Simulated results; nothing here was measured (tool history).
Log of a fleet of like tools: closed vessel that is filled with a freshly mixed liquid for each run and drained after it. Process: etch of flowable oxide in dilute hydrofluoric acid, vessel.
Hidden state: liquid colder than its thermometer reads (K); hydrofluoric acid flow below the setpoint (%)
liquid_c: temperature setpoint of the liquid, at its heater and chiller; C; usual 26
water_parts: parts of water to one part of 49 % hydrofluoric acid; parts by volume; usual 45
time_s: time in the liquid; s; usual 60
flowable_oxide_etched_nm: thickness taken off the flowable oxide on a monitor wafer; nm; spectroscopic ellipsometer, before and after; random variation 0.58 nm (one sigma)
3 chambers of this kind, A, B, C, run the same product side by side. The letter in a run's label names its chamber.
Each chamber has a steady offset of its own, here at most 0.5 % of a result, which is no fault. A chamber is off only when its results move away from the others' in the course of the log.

run,hour,liquid_c,water_parts,time_s,hours since the thermometer was replaced,hours since the hydrofluoric acid flow meter was replaced,"read-back film thickness of the flowable oxide reference wafer, read on the same gauge (nm)",flowable_oxide_etched_nm
1A,7.6,26,45,60,1589.8,28.7,50.004,78.847
2B,14.8,26,45,60,524.6,361.6,50.018,80.845
3C,20.4,26,45,60,46.8,1026.2,49.995,79.517
4A,29.7,26,45,60,1611.9,50.8,50.011,79.975
5B,34.9,26,45,60,544.7,381.7,50.017,80.264
6C,40.8,26,45,60,67.2,1046.6,49.994,79.795
7C,49.7,26,45,60,76.1,1055.5,50.007,80.195
8B,55,26,45,60,564.8,401.8,49.997,80.706
9A,63.1,26,45,60,1645.3,84.2,49.994,79.395
10A,72,26,45,60,1654.2,93.1,50.013,79.753
11B,79.4,26,45,60,589.2,426.2,49.983,80.563
12C,87.2,26,45,60,113.6,1093,50.01,79.837
13A,96.4,26,45,60,1678.6,117.5,50.01,78.782
# hour 97.4: chamber A: thermometer replaced
14B,104.4,26,45,60,614.2,451.2,50.012,80.171
15C,112.6,26,45,60,139,1118.4,49.983,80.196
16B,118.1,26,45,60,627.9,464.9,50.031,80.699
17A,128.5,26,45,60,31.2,149.6,49.992,79.612
18C,135.2,26,45,60,161.6,1141,50.012,80.144
19C,143.9,26,45,60,170.3,1149.7,50.005,80.33
20A,151.6,26,45,60,54.3,172.7,50.001,80.199
21B,157.5,28.5,45,50,667.3,504.3,50.009,72.84
22C,167.5,28.5,45,50,193.9,1173.3,50.014,74.245
23A,174.5,28.5,45,50,77.2,195.6,50.012,73.479
24B,180.3,26,45,60,690.1,527.1,50.011,77.931
25C,186.1,26,45,60,212.5,1191.9,50.009,79.189
26A,195.3,26,45,60,98,216.4,50.015,79.917
27B,206.1,29,30,60,715.9,552.9,50.012,133.18
28A,214.3,29,30,60,117,235.4,50.007,138.14
29C,223.3,29,30,60,249.7,1229.1,50.001,138.97
30B,230.3,28.5,60,60,740.1,577.1,50.001,63.627
31A,235.8,28.5,60,60,138.5,256.9,50.013,64.775
32B,242.7,28.5,60,60,752.5,589.5,50.007,62.863
33C,253.1,26,45,60,279.5,1258.9,49.996,80.655
34B,260.7,26,45,60,770.5,607.5,50.008,76.702
35C,271.3,26,45,60,297.7,1277.1,49.981,80.479
36A,280.3,26,45,60,183,301.4,49.984,79.51
37A,289.2,26,45,60,191.9,310.3,49.983,80.146

All 3 chambers run these settings next. Forecast each chamber's results:
38A,297.3,28,45,60,,,,?
38B,297.3,28,45,60,,,,?
38C,297.3,28,45,60,,,,?

run,flowable_oxide_etched_nm
38A,86.308
38B,82.33
38C,86.009
